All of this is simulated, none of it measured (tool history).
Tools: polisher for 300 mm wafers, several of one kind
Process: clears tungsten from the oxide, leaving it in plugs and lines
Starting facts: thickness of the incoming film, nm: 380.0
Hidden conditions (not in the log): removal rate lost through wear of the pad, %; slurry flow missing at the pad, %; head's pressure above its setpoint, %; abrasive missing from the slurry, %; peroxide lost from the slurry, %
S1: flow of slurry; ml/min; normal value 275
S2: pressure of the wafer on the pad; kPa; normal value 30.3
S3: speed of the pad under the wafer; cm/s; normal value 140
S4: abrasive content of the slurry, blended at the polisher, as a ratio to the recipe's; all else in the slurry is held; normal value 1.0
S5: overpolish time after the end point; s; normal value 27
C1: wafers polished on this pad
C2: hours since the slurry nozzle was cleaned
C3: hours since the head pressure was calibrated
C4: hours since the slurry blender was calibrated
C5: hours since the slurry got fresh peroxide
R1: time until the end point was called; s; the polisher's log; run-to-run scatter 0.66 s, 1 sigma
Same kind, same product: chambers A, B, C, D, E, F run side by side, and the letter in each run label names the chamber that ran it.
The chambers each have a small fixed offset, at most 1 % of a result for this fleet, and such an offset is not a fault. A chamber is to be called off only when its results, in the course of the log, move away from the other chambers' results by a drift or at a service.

run	day	S1	S2	S3	S4	S5	C1	C2	C3	C4	C5	R1
1F	0.517	275	30.3	140	1.0	27	846	48.7	338.4	187.9	82.9	45.743
# day 0.521: chamber D: slurry tank refilled with fresh slurry and peroxide
# day 0.571: chamber C: slurry blender recalibrated
# day 0.633: chamber B: slurry tank refilled with fresh slurry and peroxide
# day 0.712: chamber A: slurry blender recalibrated
# day 0.779: chamber E: slurry tank refilled with fresh slurry and peroxide
2E	0.888	275	30.3	140	1.0	27	524	53.3	92.7	343.7	2.6	45.851
# day 1.171: chamber C: worn pad replaced by a new one
3B	1.242	275	30.3	140	1.0	27	292	338.6	725.0	69.5	14.7	46.917
# day 1.283: chamber F: worn pad replaced by a new one
# day 1.400: chamber D: worn pad replaced by a new one
# day 1.496: chamber C: slurry tank refilled with fresh slurry and peroxide
4A	1.567	275	30.3	140	1.0	27	726	163.3	224.4	20.5	61.1	45.749
# day 1.750: chamber A: slurry tank refilled with fresh slurry and peroxide
5D	1.942	275	30.3	140	1.0	27	108	855.1	499.9	182.2	34.1	45.960
# day 2.200: chamber D: slurry nozzle cleaned
6C	2.279	275	30.3	140	1.0	27	221	252.4	213.7	41.0	18.8	45.342
7C	2.675	275	30.3	140	1.0	27	300	261.9	223.2	50.5	28.3	44.780
# day 2.767: chamber B: worn pad replaced by a new one
# day 2.992: chamber B: slurry nozzle cleaned
8B	3.183	275	30.3	140	1.0	27	83	4.6	771.6	116.1	61.3	46.061
# day 3.471: chamber E: slurry tank refilled with fresh slurry and peroxide
# day 3.621: chamber B: head pressure recalibrated
9E	3.683	275	30.3	140	1.0	27	1082	120.4	159.8	410.8	5.1	46.491
10D	3.933	275	30.3	140	1.0	27	505	41.6	547.7	230.0	81.9	45.905
# day 4.162: chamber E: slurry blender recalibrated
# day 4.396: chamber A: slurry tank refilled with fresh slurry and peroxide
# day 4.412: chamber F: slurry tank refilled with fresh slurry and peroxide
11F	4.438	275	30.3	140	1.0	27	629	142.8	432.5	282.0	0.6	44.508
# day 4.471: chamber A: worn pad replaced by a new one
12A	4.821	275	24.1	140	1.2	27	69	241.4	302.5	98.6	10.2	55.891
# day 4.829: chamber D: worn pad replaced by a new one
# day 4.842: chamber E: worn pad replaced by a new one
13A	5.221	275	24.1	140	1.2	27	149	251.0	312.1	108.2	19.8	57.140
14F	5.604	275	24.1	140	1.2	27	862	170.8	460.5	310.0	28.6	54.808
# day 5.642: chamber B: worn pad replaced by a new one
15E	6.125	275	24.1	140	1.2	27	256	179.0	218.4	47.2	63.7	55.333
# day 6.308: chamber F: slurry nozzle cleaned
# day 6.388: chamber E: slurry tank refilled with fresh slurry and peroxide
# day 6.404: chamber C: worn pad replaced by a new one
# day 6.412: chamber B: slurry tank refilled with fresh slurry and peroxide
16B	6.488	275	24.1	140	1.2	27	169	83.9	68.9	195.4	1.8	56.843
17D	6.767	275	24.1	140	1.2	27	386	109.6	615.7	298.0	149.9	55.470
# day 6.817: chamber F: worn pad replaced by a new one
# day 6.962: chamber A: slurry tank refilled with fresh slurry and peroxide
# day 7.075: chamber D: slurry tank refilled with fresh slurry and peroxide
18C	7.212	275	30.3	140	1.0	27	161	370.8	332.1	159.4	137.2	45.701
19E	7.492	275	30.3	140	1.0	27	529	211.8	251.2	80.0	26.5	45.670
# day 7.629: chamber B: slurry blender recalibrated
20F	7.938	275	30.3	140	1.0	27	224	39.1	516.5	366.0	84.6	44.731
# day 8.125: chamber A: slurry blender recalibrated
# day 8.333: chamber C: head pressure recalibrated
21B	8.462	275	26.2	140	1.0	39	563	131.3	116.3	20.0	49.2	52.950
# day 8.517: chamber B: worn pad replaced by a new one
# day 8.696: chamber D: worn pad replaced by a new one
# day 8.833: chamber F: slurry blender recalibrated
# day 8.883: chamber E: slurry tank refilled with fresh slurry and peroxide
22D	8.946	275	26.2	140	1.0	39	50	161.9	668.0	350.3	44.9	52.652
# day 8.971: chamber C: slurry tank refilled with fresh slurry and peroxide
# day 9.050: chamber D: slurry blender recalibrated
# day 9.346: chamber C: slurry blender recalibrated
23A	9.362	275	26.2	140	1.0	39	976	350.4	411.5	29.7	57.6	53.621
# day 9.458: chamber A: slurry tank refilled with fresh slurry and peroxide
24C	9.821	275	26.2	140	1.0	39	682	433.4	35.8	11.5	20.4	53.360
25B	10.117	275	26.2	140	1.0	39	319	171.0	156.0	59.7	88.9	51.970
26D	10.546	275	26.2	140	1.0	39	369	200.3	706.4	36.0	83.3	54.576
# day 10.696: chamber A: slurry nozzle cleaned
27E	10.883	275	30.3	140	1.0	27	1206	293.2	332.6	161.4	48.0	45.986
28F	11.258	275	30.3	140	1.0	27	886	118.8	596.2	58.3	164.3	45.579
# day 11.412: chamber B: worn pad replaced by a new one
# day 11.488: chamber A: worn pad replaced by a new one
# day 11.496: chamber E: slurry tank refilled with fresh slurry and peroxide
29C	11.554	275	30.3	140	1.0	27	1028	475.0	77.4	53.1	62.0	46.696
# day 11.783: chamber B: slurry tank refilled with fresh slurry and peroxide
# day 11.829: chamber F: slurry tank refilled with fresh slurry and peroxide
30A	11.867	275	30.3	140	1.0	27	75	28.2	471.6	89.8	57.9	44.653
# day 11.933: chamber A: slurry tank refilled with fresh slurry and peroxide
# day 12.158: chamber C: worn pad replaced by a new one
# day 12.308: chamber E: worn pad replaced by a new one
31B	12.321	275	30.3	140	1.0	27	181	223.9	208.9	112.6	13.0	45.978
# day 12.538: chamber D: worn pad replaced by a new one
32C	12.583	275	30.3	140	1.0	27	84	499.7	102.1	77.8	86.7	46.338
# day 12.600: chamber F: worn pad replaced by a new one
33E	12.912	275	30.3	140	1.0	27	121	341.9	381.3	210.1	34.0	45.634
34D	13.271	275	30.3	140	1.0	27	146	265.7	771.8	101.4	148.7	45.941
35A	13.767	275	30.3	158	1.0	27	454	73.8	517.2	135.4	44.0	39.606
36F	14.212	275	30.3	158	1.0	27	322	189.7	667.1	129.2	57.2	41.432

Has any chamber moved away from the others, gradually or after a service, or does the common gauge drift, or do the chambers differ only by their own small steady offsets? State the chamber and the most likely cause if one applies.

Nothing is wrong: each chamber keeps only its own small, steady offset and the gauge holds still.
